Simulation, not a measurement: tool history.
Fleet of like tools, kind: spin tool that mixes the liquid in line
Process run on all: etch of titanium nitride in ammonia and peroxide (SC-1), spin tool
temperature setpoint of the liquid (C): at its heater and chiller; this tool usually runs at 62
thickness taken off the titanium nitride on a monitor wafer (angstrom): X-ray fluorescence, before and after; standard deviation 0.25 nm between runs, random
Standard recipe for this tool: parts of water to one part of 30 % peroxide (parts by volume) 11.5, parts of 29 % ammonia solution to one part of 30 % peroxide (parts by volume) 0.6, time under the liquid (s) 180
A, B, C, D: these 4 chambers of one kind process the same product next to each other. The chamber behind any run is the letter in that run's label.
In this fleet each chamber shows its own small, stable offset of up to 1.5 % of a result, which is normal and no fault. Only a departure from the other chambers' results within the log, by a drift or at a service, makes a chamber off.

run,hour,temperature setpoint of the liquid (C),parts of water to one part of 30 % peroxide (parts by volume),parts of 29 % ammonia solution to one part of 30 % peroxide (parts by volume),time under the liquid (s),hours since the thermometer was replaced,hours since the ammonia flow meter was replaced,hours since the heated supply line was repaired,hours since the drum of ammonia solution was connected,"read-back film thickness of the titanium nitride reference wafer, read on the same gauge (nm)",thickness taken off the titanium nitride on a monitor wafer (angstrom)
# hour 7.6: chamber C: new drum of ammonia solution connected
1D,11.1,62,11.5,0.6,180,1272.8,1472.3,1088.7,1121.5,69.996,251.71
2C,24,62,11.5,0.6,180,674.2,382.3,180.7,16.4,70.003,250.14
3B,39,62,11.5,0.6,180,524.5,275.9,2047.7,64.6,70.033,246.43
4A,51.8,62,11.5,0.6,180,980.8,85.2,540.5,282.2,69.977,245.55
5D,59.8,62,11.5,0.6,180,1321.5,1521,1137.4,1170.2,70.004,249.21
# hour 63.9: chamber D: new drum of ammonia solution connected
6A,71,62,11.5,0.6,180,1000,104.4,559.7,301.4,70.001,246.38
# hour 75.5: chamber C: thermometer replaced
7C,84.2,62,11.5,0.6,180,8.8,442.5,240.9,76.6,69.993,254.79
8B,95.8,62,11.5,0.6,180,581.3,332.7,2104.5,121.4,69.964,247.71
# hour 100: chamber D: heated supply line repaired
9B,109.5,62,11.5,0.6,180,595,346.4,2118.2,135.1,69.993,247.8
10C,116.4,62,11.5,0.6,180,41,474.7,273.1,108.8,69.975,248.52
11A,124.7,54,11.5,0.7,180,1053.7,158.1,613.4,355.1,70.01,144.95
12D,137,54,11.5,0.7,180,1398.7,1598.2,37.1,73.1,70.007,147.14
13B,147.4,54,11.5,0.7,180,632.9,384.3,2156.1,173,69.991,148.96
14C,157.9,54,11.5,0.7,180,82.5,516.2,314.6,150.3,70.014,149.27
15D,170.6,62,11.5,0.4,235,1432.3,1631.8,70.7,106.7,69.984,300.47
16A,177.4,62,11.5,0.4,235,1106.4,210.8,666.1,407.8,70.003,280.35
17B,185.2,62,11.5,0.4,235,670.7,422.1,2193.9,210.8,69.99,301.08
18C,195.6,62,11.5,0.4,235,120.2,553.9,352.3,188,69.997,295.83
19D,209.9,62,11.5,0.6,180,1471.6,1671.1,110,146,69.963,249.31
20A,220.5,62,11.5,0.6,180,1149.5,253.9,709.2,450.9,70.01,228.7
21B,232.5,62,11.5,0.6,180,718,469.4,2241.2,258.1,69.996,246.22
22A,244.6,62,11.5,0.6,180,1173.6,278,733.3,475,70.025,226.04
23C,255.6,62,11.5,0.6,180,180.2,613.9,412.3,248,69.975,250.49
24D,269.8,62,11.5,0.6,180,1531.5,1731,169.9,205.9,70,249.52
25D,280.4,62,11.5,0.6,180,1542.1,1741.6,180.5,216.5,69.982,249.05
26A,288.4,62,11.5,0.6,180,1217.4,321.8,777.1,518.8,70.02,220.94
27B,299.3,62,11.5,0.6,180,784.8,536.2,2308,324.9,70.023,246.46
28C,306.7,62,11.5,0.6,180,231.3,665,463.4,299.1,70.015,250.68
29A,314.7,62,11.5,0.6,180,1243.7,348.1,803.4,545.1,69.983,217
30D,326,62,11.5,0.6,180,1587.7,1787.2,226.1,262.1,69.962,251.54

Predict what each chamber gives when all 4 of them run the settings below next.
31A,337.1,62,11.5,0.6,180,,,,,,?
31B,337.1,62,11.5,0.6,180,,,,,,?
31C,337.1,62,11.5,0.6,180,,,,,,?
31D,337.1,62,11.5,0.6,180,,,,,,?

run,thickness taken off the titanium nitride on a monitor wafer (angstrom)
31A,217.49
31B,248.61
31C,248.81
31D,251.09
